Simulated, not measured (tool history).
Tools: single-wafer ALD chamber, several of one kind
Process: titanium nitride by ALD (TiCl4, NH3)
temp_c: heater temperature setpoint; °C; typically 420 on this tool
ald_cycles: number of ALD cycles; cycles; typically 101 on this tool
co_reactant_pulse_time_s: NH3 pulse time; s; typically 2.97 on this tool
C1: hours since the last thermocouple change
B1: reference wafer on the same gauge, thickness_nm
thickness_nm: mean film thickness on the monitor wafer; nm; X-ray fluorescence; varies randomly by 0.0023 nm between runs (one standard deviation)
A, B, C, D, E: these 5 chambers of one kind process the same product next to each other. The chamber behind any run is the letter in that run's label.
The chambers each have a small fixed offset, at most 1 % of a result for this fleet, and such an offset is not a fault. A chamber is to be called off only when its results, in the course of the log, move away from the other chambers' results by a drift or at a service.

Run 1C, day 0.279: usual settings; C1 1946.4; B1 2.1507. Result: thickness_nm 2.2736 nm.
Run 2A, day 0.504: usual settings; C1 922.7; B1 2.1504. Result: thickness_nm 2.2508 nm.
Run 3B, day 0.921: usual settings; C1 186.4; B1 2.1510. Result: thickness_nm 2.2517 nm.
Run 4E, day 1.233: usual settings; C1 517.1; B1 2.1510. Result: thickness_nm 2.2814 nm.
Run 5D, day 1.533: usual settings; C1 1118.1; B1 2.1513. Result: thickness_nm 2.2715 nm.
Run 6B, day 1.912: usual settings; C1 210.2; B1 2.1517. Result: thickness_nm 2.2503 nm.
Run 7D, day 2.317: usual settings but ald_cycles 92 cycles, co_reactant_pulse_time_s 3.33 s; C1 1136.9; B1 2.1520. Result: thickness_nm 2.0747 nm.
Run 8C, day 2.646: usual settings but ald_cycles 92 cycles, co_reactant_pulse_time_s 3.33 s; C1 2003.2; B1 2.1523. Result: thickness_nm 2.0768 nm.
Run 9A, day 3.042: usual settings but ald_cycles 92 cycles, co_reactant_pulse_time_s 3.33 s; C1 983.6; B1 2.1525. Result: thickness_nm 2.0572 nm.
Run 10E, day 3.371: usual settings but ald_cycles 92 cycles, co_reactant_pulse_time_s 3.33 s; C1 568.4; B1 2.1524. Result: thickness_nm 2.0823 nm.
At day 3.400: chamber C: thermocouple changed; heater temperature recalibrated.
Run 11A, day 3.604: usual settings but ald_cycles 92 cycles, co_reactant_pulse_time_s 3.33 s; C1 997.1; B1 2.1528. Result: thickness_nm 2.0555 nm.
Run 12B, day 3.850: usual settings; C1 256.7; B1 2.1531. Result: thickness_nm 2.2524 nm.
Run 13C, day 4.104: usual settings but temp_c 408 °C, co_reactant_pulse_time_s 3.59 s; C1 17.0; B1 2.1537. Result: thickness_nm 2.2839 nm.
At day 4.379: chamber D: thermocouple changed; heater temperature recalibrated.
Run 14E, day 4.425: usual settings but temp_c 408 °C, co_reactant_pulse_time_s 3.59 s; C1 593.7; B1 2.1536. Result: thickness_nm 2.2891 nm.
Run 15D, day 4.625: usual settings but temp_c 408 °C, co_reactant_pulse_time_s 3.59 s; C1 6.0; B1 2.1537. Result: thickness_nm 2.2826 nm.
Run 16E, day 5.038: usual settings but temp_c 408 °C, co_reactant_pulse_time_s 3.59 s; C1 608.4; B1 2.1545. Result: thickness_nm 2.2905 nm.
Run 17C, day 5.267: usual settings but temp_c 408 °C, co_reactant_pulse_time_s 3.59 s; C1 44.9; B1 2.1539. Result: thickness_nm 2.2859 nm.
Run 18D, day 5.683: usual settings; C1 31.4; B1 2.1550. Result: thickness_nm 2.2725 nm.
Run 19B, day 5.950: usual settings but temp_c 410 °C; C1 307.1; B1 2.1550. Result: thickness_nm 2.2500 nm.
Run 20A, day 6.171: usual settings but temp_c 410 °C; C1 1058.7; B1 2.1545. Result: thickness_nm 2.2533 nm.
Run 21C, day 6.517: usual settings but temp_c 410 °C; C1 74.9; B1 2.1551. Result: thickness_nm 2.2752 nm.
Run 22B, day 6.746: usual settings but temp_c 410 °C; C1 326.2; B1 2.1556. Result: thickness_nm 2.2525 nm.
Run 23A, day 7.083: usual settings but temp_c 410 °C; C1 1080.6; B1 2.1554. Result: thickness_nm 2.2527 nm.
Run 24E, day 7.396: usual settings; C1 665.0; B1 2.1562. Result: thickness_nm 2.2877 nm.
Run 25D, day 7.604: usual settings; C1 77.5; B1 2.1560. Result: thickness_nm 2.2749 nm.
Run 26D, day 7.879: usual settings but temp_c 426 °C, ald_cycles 83 cycles; C1 84.1; B1 2.1563. Result: thickness_nm 1.8735 nm.
Run 27B, day 8.221: usual settings but temp_c 426 °C, ald_cycles 83 cycles; C1 361.6; B1 2.1571. Result: thickness_nm 1.8532 nm.
Run 28C, day 8.638: usual settings but temp_c 426 °C, ald_cycles 83 cycles; C1 125.8; B1 2.1567. Result: thickness_nm 1.8752 nm.
Run 29A, day 8.933: usual settings but temp_c 426 °C, ald_cycles 83 cycles; C1 1125.0; B1 2.1568. Result: thickness_nm 1.8609 nm.
Run 30E, day 9.179: usual settings but temp_c 426 °C, ald_cycles 83 cycles; C1 707.8; B1 2.1567. Result: thickness_nm 1.8826 nm.
Run 31D, day 9.438: usual settings; C1 121.5; B1 2.1571. Result: thickness_nm 2.2788 nm.
Run 32E, day 9.675: usual settings; C1 719.7; B1 2.1582. Result: thickness_nm 2.2859 nm.
Run 33A, day 9.917: usual settings; C1 1148.6; B1 2.1578. Result: thickness_nm 2.2550 nm.
Run 34B, day 10.283: usual settings; C1 411.1; B1 2.1573. Result: thickness_nm 2.2579 nm.
Run 35C, day 10.688: usual settings; C1 175.0; B1 2.1587. Result: thickness_nm 2.2790 nm.
Run 36D, day 11.046: usual settings; C1 160.1; B1 2.1592. Result: thickness_nm 2.2777 nm.

What goes on in this fleet: one chamber off, a drifting gauge, or nothing beyond the chambers' own small offsets? Name the chamber and the cause, if any.

No chamber is off; the gauge reading every chamber's wafers drifts, which makes the whole fleet appear to move together.
Most likely cause: gauge reads high (%) = 0.416.
